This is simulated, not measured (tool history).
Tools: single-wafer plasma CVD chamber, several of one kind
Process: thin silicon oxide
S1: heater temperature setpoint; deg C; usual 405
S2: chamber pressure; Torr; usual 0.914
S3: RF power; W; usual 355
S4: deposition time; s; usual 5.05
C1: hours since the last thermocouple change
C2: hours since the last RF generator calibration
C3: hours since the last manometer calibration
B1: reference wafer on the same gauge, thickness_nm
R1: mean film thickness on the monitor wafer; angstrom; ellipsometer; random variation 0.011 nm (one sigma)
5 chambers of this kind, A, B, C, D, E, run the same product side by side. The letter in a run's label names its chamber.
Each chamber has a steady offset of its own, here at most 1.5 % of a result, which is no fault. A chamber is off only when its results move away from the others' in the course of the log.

run   hour   S1     S2   S3    S4      C1      C2      C3      B1       R1
 1A    7.3  405  0.914  355  5.05   272.2  1273.4  1150.0  10.799  110.380
 2C   10.8  405  0.914  355  5.05   875.5   909.4    72.2  10.799  112.560
 3B   16.0  405  0.914  355  5.05  1754.2   515.8   808.2  10.797  111.290
 4E   22.5  405  0.914  355  5.05  1552.5   987.6  1040.2  10.795  111.140
 5D   25.9  405  0.914  355  5.05   607.2   666.3  1235.8  10.792  110.600
 6E   29.5  405  0.914  355  5.05  1559.5   994.6  1047.2  10.794  111.350
 7A   35.9  411  0.792  355  5.05   300.8  1302.0  1178.6  10.790   96.915
 8B   41.2  411  0.792  355  5.05  1779.4   541.0   833.4  10.792   97.838
 9C   47.9  411  0.792  355  5.05   912.6   946.5   109.3  10.787   98.870
10D   51.1  411  0.792  355  5.05   632.4   691.5  1261.0  10.787   96.910
11D   57.8  411  0.792  355  5.05   639.1   698.2  1267.7  10.786   96.983
12E   61.5  405  0.914  355  5.05  1591.5  1026.6  1079.2  10.785  111.130
13B   67.0  405  0.914  355  5.05  1805.2   566.8   859.2  10.786  111.020
14C   72.0  405  0.914  355  5.05   936.7   970.6   133.4  10.785  112.310
15A   79.1  405  0.914  355  5.05   344.0  1345.2  1221.8  10.782  110.210
16C   83.4  397  0.914  355  5.05   948.1   982.0   144.8  10.783  112.960
17D   90.1  397  0.914  355  5.05   671.4   730.5  1300.0  10.778  110.890
18E   94.0  397  0.914  355  5.05  1624.0  1059.1  1111.7  10.777  111.660
19B   98.1  397  0.914  355  5.05  1836.3   597.9   890.3  10.775  111.670
20A  104.3  397  0.914  355  5.05   369.2  1370.4  1247.0  10.777  110.770
21D  107.7  405  0.914  355  5.05   689.0   748.1  1317.6  10.781  110.450
22A  113.9  405  0.914  355  5.05   378.8  1380.0  1256.6  10.774  109.860
23C  118.9  405  0.914  355  5.05   983.6  1017.5   180.3  10.777  112.410
24B  125.7  405  0.914  355  5.05  1863.9   625.5   917.9  10.772  110.890
25E  132.2  397  0.914  355  4.36  1662.2  1097.3  1149.9  10.771   96.411
     135.7  -- chamber C: thermocouple changed; heater temperature recalibrated
26A  135.7  397  0.914  355  4.36   400.6  1401.8  1278.4  10.772   95.577
27D  142.8  397  0.914  355  4.36   724.1   783.2  1352.7  10.769   95.740
28E  149.9  397  0.914  355  4.36  1679.9  1115.0  1167.6  10.765   96.246
29B  156.9  397  0.914  355  4.36  1895.1   656.7   949.1  10.767   96.228
30C  163.9  405  0.914  355  5.05    28.3  1062.5   225.3  10.764  112.340
31B  168.4  405  0.914  355  5.05  1906.6   668.2   960.6  10.766  110.840
32D  172.3  405  0.914  355  5.05   753.6   812.7  1382.2  10.761  110.200
33A  176.7  405  0.914  355  5.05   441.6  1442.8  1319.4  10.762  110.000
34C  182.6  405  0.914  355  5.05    47.0  1081.2   244.0  10.758  112.310
35E  188.3  405  0.914  355  5.05  1718.3  1153.4  1206.0  10.758  110.820
36E  193.9  405  0.914  355  5.05  1723.9  1159.0  1211.6  10.760  110.840
37A  201.2  405  0.914  355  5.05   466.1  1467.3  1343.9  10.756  110.070

What goes on in this fleet: one chamber off, a drifting gauge, or nothing beyond the chambers' own small offsets? Name the chamber and the cause, if any.

The gauge drifts, so all chambers seem to drift together. No chamber is off.
Cause: gauge reads low (%) = 0.415.
